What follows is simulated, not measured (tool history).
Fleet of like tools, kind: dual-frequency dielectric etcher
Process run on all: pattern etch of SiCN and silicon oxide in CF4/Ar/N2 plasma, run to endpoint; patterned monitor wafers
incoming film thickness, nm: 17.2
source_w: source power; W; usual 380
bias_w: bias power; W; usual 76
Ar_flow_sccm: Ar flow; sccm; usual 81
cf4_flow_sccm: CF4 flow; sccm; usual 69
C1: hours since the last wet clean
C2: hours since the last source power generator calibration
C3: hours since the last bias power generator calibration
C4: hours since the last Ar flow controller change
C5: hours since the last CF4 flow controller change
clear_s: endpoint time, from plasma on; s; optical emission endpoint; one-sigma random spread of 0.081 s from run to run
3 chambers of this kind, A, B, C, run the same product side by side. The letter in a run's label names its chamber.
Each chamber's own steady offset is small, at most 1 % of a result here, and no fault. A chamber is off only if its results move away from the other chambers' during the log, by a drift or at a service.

{"run": "1C", "hour": 8.5, "source_w": 380, "bias_w": 76, "Ar_flow_sccm": 81, "cf4_flow_sccm": 69, "C1": 426.2, "C2": 2163.5, "C3": 959.6, "C4": 655.1, "C5": 3126, "clear_s": 21.996}
{"run": "2A", "hour": 15.8, "source_w": 380, "bias_w": 76, "Ar_flow_sccm": 81, "cf4_flow_sccm": 69, "C1": 474.8, "C2": 257.5, "C3": 1459.7, "C4": 1586.5, "C5": 1303.9, "clear_s": 22.445}
{"hour": 16.4, "done": "chamber C: CF4 flow controller replaced"}
{"run": "3B", "hour": 21.8, "source_w": 380, "bias_w": 76, "Ar_flow_sccm": 81, "cf4_flow_sccm": 69, "C1": 185.1, "C2": 2619, "C3": 1496.2, "C4": 1140.1, "C5": 124.9, "clear_s": 22.087}
{"run": "4B", "hour": 30.1, "source_w": 380, "bias_w": 76, "Ar_flow_sccm": 81, "cf4_flow_sccm": 69, "C1": 193.4, "C2": 2627.3, "C3": 1504.5, "C4": 1148.4, "C5": 133.2, "clear_s": 22.076}
{"run": "5C", "hour": 36.3, "source_w": 380, "bias_w": 76, "Ar_flow_sccm": 81, "cf4_flow_sccm": 69, "C1": 454, "C2": 2191.3, "C3": 987.4, "C4": 682.9, "C5": 20, "clear_s": 22.027}
{"run": "6A", "hour": 43.9, "source_w": 380, "bias_w": 76, "Ar_flow_sccm": 81, "cf4_flow_sccm": 69, "C1": 502.9, "C2": 285.6, "C3": 1487.8, "C4": 1614.6, "C5": 1332, "clear_s": 22.353}
{"hour": 44.5, "done": "chamber A: wet clean of the chamber"}
{"run": "7A", "hour": 50.3, "source_w": 380, "bias_w": 76, "Ar_flow_sccm": 81, "cf4_flow_sccm": 69, "C1": 5.9, "C2": 292, "C3": 1494.2, "C4": 1621, "C5": 1338.4, "clear_s": 22.443}
{"run": "8B", "hour": 61.6, "source_w": 380, "bias_w": 76, "Ar_flow_sccm": 81, "cf4_flow_sccm": 69, "C1": 224.9, "C2": 2658.8, "C3": 1536, "C4": 1179.9, "C5": 164.7, "clear_s": 22.092}
{"run": "9C", "hour": 71.4, "source_w": 380, "bias_w": 76, "Ar_flow_sccm": 73, "cf4_flow_sccm": 63, "C1": 489.1, "C2": 2226.4, "C3": 1022.5, "C4": 718, "C5": 55.1, "clear_s": 21.931}
{"run": "10C", "hour": 79.2, "source_w": 380, "bias_w": 76, "Ar_flow_sccm": 73, "cf4_flow_sccm": 63, "C1": 496.9, "C2": 2234.2, "C3": 1030.3, "C4": 725.8, "C5": 62.9, "clear_s": 22.223}
{"run": "11A", "hour": 85.0, "source_w": 380, "bias_w": 76, "Ar_flow_sccm": 73, "cf4_flow_sccm": 63, "C1": 40.6, "C2": 326.7, "C3": 1528.9, "C4": 1655.7, "C5": 1373.1, "clear_s": 22.348}
{"run": "12B", "hour": 92.5, "source_w": 380, "bias_w": 76, "Ar_flow_sccm": 81, "cf4_flow_sccm": 69, "C1": 255.8, "C2": 2689.7, "C3": 1566.9, "C4": 1210.8, "C5": 195.6, "clear_s": 22.121}
{"run": "13B", "hour": 100.6, "source_w": 380, "bias_w": 76, "Ar_flow_sccm": 81, "cf4_flow_sccm": 69, "C1": 263.9, "C2": 2697.8, "C3": 1575, "C4": 1218.9, "C5": 203.7, "clear_s": 22.274}
{"hour": 109.0, "done": "chamber C: wet clean of the chamber"}
{"run": "14A", "hour": 109.5, "source_w": 380, "bias_w": 76, "Ar_flow_sccm": 81, "cf4_flow_sccm": 69, "C1": 65.1, "C2": 351.2, "C3": 1553.4, "C4": 1680.2, "C5": 1397.6, "clear_s": 22.376}
{"run": "15C", "hour": 116.9, "source_w": 380, "bias_w": 76, "Ar_flow_sccm": 81, "cf4_flow_sccm": 69, "C1": 8, "C2": 2271.9, "C3": 1068, "C4": 763.5, "C5": 100.6, "clear_s": 22.119}
{"run": "16C", "hour": 127.8, "source_w": 380, "bias_w": 76, "Ar_flow_sccm": 81, "cf4_flow_sccm": 69, "C1": 18.9, "C2": 2282.8, "C3": 1078.9, "C4": 774.4, "C5": 111.5, "clear_s": 22.061}
{"run": "17A", "hour": 139.8, "source_w": 380, "bias_w": 76, "Ar_flow_sccm": 81, "cf4_flow_sccm": 69, "C1": 95.4, "C2": 381.5, "C3": 1583.7, "C4": 1710.5, "C5": 1427.9, "clear_s": 22.408}
{"run": "18B", "hour": 147.6, "source_w": 380, "bias_w": 76, "Ar_flow_sccm": 81, "cf4_flow_sccm": 69, "C1": 310.9, "C2": 2744.8, "C3": 1622, "C4": 1265.9, "C5": 250.7, "clear_s": 22.127}
{"run": "19B", "hour": 152.8, "source_w": 380, "bias_w": 76, "Ar_flow_sccm": 81, "cf4_flow_sccm": 69, "C1": 316.1, "C2": 2750, "C3": 1627.2, "C4": 1271.1, "C5": 255.9, "clear_s": 22.361}
{"run": "20C", "hour": 160.7, "source_w": 380, "bias_w": 76, "Ar_flow_sccm": 81, "cf4_flow_sccm": 69, "C1": 51.8, "C2": 2315.7, "C3": 1111.8, "C4": 807.3, "C5": 144.4, "clear_s": 22.053}
{"run": "21A", "hour": 168.4, "source_w": 380, "bias_w": 76, "Ar_flow_sccm": 81, "cf4_flow_sccm": 69, "C1": 124, "C2": 410.1, "C3": 1612.3, "C4": 1739.1, "C5": 1456.5, "clear_s": 22.281}
{"run": "22C", "hour": 174.3, "source_w": 380, "bias_w": 76, "Ar_flow_sccm": 81, "cf4_flow_sccm": 78, "C1": 65.4, "C2": 2329.3, "C3": 1125.4, "C4": 820.9, "C5": 158, "clear_s": 21.752}
{"run": "23A", "hour": 182.7, "source_w": 380, "bias_w": 76, "Ar_flow_sccm": 81, "cf4_flow_sccm": 78, "C1": 138.3, "C2": 424.4, "C3": 1626.6, "C4": 1753.4, "C5": 1470.8, "clear_s": 22.058}
{"run": "24B", "hour": 192.4, "source_w": 380, "bias_w": 76, "Ar_flow_sccm": 81, "cf4_flow_sccm": 78, "C1": 355.7, "C2": 2789.6, "C3": 1666.8, "C4": 1310.7, "C5": 295.5, "clear_s": 21.996}
{"run": "25B", "hour": 199.6, "source_w": 380, "bias_w": 76, "Ar_flow_sccm": 81, "cf4_flow_sccm": 69, "C1": 362.9, "C2": 2796.8, "C3": 1674, "C4": 1317.9, "C5": 302.7, "clear_s": 22.459}
{"run": "26A", "hour": 210.5, "source_w": 380, "bias_w": 76, "Ar_flow_sccm": 81, "cf4_flow_sccm": 69, "C1": 166.1, "C2": 452.2, "C3": 1654.4, "C4": 1781.2, "C5": 1498.6, "clear_s": 22.387}
{"run": "27C", "hour": 220.2, "source_w": 380, "bias_w": 76, "Ar_flow_sccm": 81, "cf4_flow_sccm": 69, "C1": 111.3, "C2": 2375.2, "C3": 1171.3, "C4": 866.8, "C5": 203.9, "clear_s": 22.155}
{"run": "28A", "hour": 227.7, "source_w": 380, "bias_w": 76, "Ar_flow_sccm": 81, "cf4_flow_sccm": 69, "C1": 183.3, "C2": 469.4, "C3": 1671.6, "C4": 1798.4, "C5": 1515.8, "clear_s": 22.321}
{"run": "29C", "hour": 234.1, "source_w": 380, "bias_w": 76, "Ar_flow_sccm": 81, "cf4_flow_sccm": 69, "C1": 125.2, "C2": 2389.1, "C3": 1185.2, "C4": 880.7, "C5": 217.8, "clear_s": 21.862}
{"run": "30B", "hour": 240.3, "source_w": 380, "bias_w": 76, "Ar_flow_sccm": 81, "cf4_flow_sccm": 69, "C1": 403.6, "C2": 2837.5, "C3": 1714.7, "C4": 1358.6, "C5": 343.4, "clear_s": 22.45}
{"run": "31C", "hour": 248.3, "source_w": 380, "bias_w": 76, "Ar_flow_sccm": 81, "cf4_flow_sccm": 69, "C1": 139.4, "C2": 2403.3, "C3": 1199.4, "C4": 894.9, "C5": 232, "clear_s": 21.956}
{"run": "32B", "hour": 256.9, "source_w": 430, "bias_w": 76, "Ar_flow_sccm": 81, "cf4_flow_sccm": 56, "C1": 420.2, "C2": 2854.1, "C3": 1731.3, "C4": 1375.2, "C5": 360, "clear_s": 20.862}
{"run": "33A", "hour": 268.9, "source_w": 430, "bias_w": 76, "Ar_flow_sccm": 81, "cf4_flow_sccm": 56, "C1": 224.5, "C2": 510.6, "C3": 1712.8, "C4": 1839.6, "C5": 1557, "clear_s": 20.848}
{"run": "34A", "hour": 274.1, "source_w": 430, "bias_w": 76, "Ar_flow_sccm": 81, "cf4_flow_sccm": 56, "C1": 229.7, "C2": 515.8, "C3": 1718, "C4": 1844.8, "C5": 1562.2, "clear_s": 20.7}
{"run": "35B", "hour": 280.2, "source_w": 380, "bias_w": 76, "Ar_flow_sccm": 81, "cf4_flow_sccm": 69, "C1": 443.5, "C2": 2877.4, "C3": 1754.6, "C4": 1398.5, "C5": 383.3, "clear_s": 22.578}
{"run": "36C", "hour": 286.4, "source_w": 380, "bias_w": 76, "Ar_flow_sccm": 81, "cf4_flow_sccm": 69, "C1": 177.5, "C2": 2441.4, "C3": 1237.5, "C4": 933, "C5": 270.1, "clear_s": 21.953}
{"run": "37C", "hour": 295.9, "source_w": 380, "bias_w": 76, "Ar_flow_sccm": 81, "cf4_flow_sccm": 69, "C1": 187, "C2": 2450.9, "C3": 1247, "C4": 942.5, "C5": 279.6, "clear_s": 22.059}
{"run": "38A", "hour": 307.6, "source_w": 380, "bias_w": 76, "Ar_flow_sccm": 81, "cf4_flow_sccm": 69, "C1": 263.2, "C2": 549.3, "C3": 1751.5, "C4": 1878.3, "C5": 1595.7, "clear_s": 22.296}
{"hour": 314.4, "done": "chamber B: wet clean of the chamber"}
{"run": "39B", "hour": 314.7, "source_w": 380, "bias_w": 76, "Ar_flow_sccm": 81, "cf4_flow_sccm": 69, "C1": 0.4, "C2": 2911.9, "C3": 1789.1, "C4": 1433, "C5": 417.8, "clear_s": 22.826}
{"run": "40C", "hour": 323.2, "source_w": 380, "bias_w": 76, "Ar_flow_sccm": 81, "cf4_flow_sccm": 69, "C1": 214.3, "C2": 2478.2, "C3": 1274.3, "C4": 969.8, "C5": 306.9, "clear_s": 21.986}
{"run": "41B", "hour": 328.5, "source_w": 300, "bias_w": 92, "Ar_flow_sccm": 81, "cf4_flow_sccm": 69, "C1": 14.2, "C2": 2925.7, "C3": 1802.9, "C4": 1446.8, "C5": 431.6, "clear_s": 26.356}
{"run": "42A", "hour": 335.3, "source_w": 300, "bias_w": 92, "Ar_flow_sccm": 81, "cf4_flow_sccm": 69, "C1": 290.9, "C2": 577, "C3": 1779.2, "C4": 1906, "C5": 1623.4, "clear_s": 25.804}

For the next run the whole fleet of 3 chambers uses the same settings. Give each chamber's results:
{"run": "43A", "hour": 344.0, "source_w": 300, "bias_w": 76, "Ar_flow_sccm": 81, "cf4_flow_sccm": 69, "clear_s": "?"}
{"run": "43B", "hour": 344.0, "source_w": 300, "bias_w": 76, "Ar_flow_sccm": 81, "cf4_flow_sccm": 69, "clear_s": "?"}
{"run": "43C", "hour": 344.0, "source_w": 300, "bias_w": 76, "Ar_flow_sccm": 81, "cf4_flow_sccm": 69, "clear_s": "?"}

run=43A clear_s=27.549
run=43B clear_s=28.092
run=43C clear_s=27.319
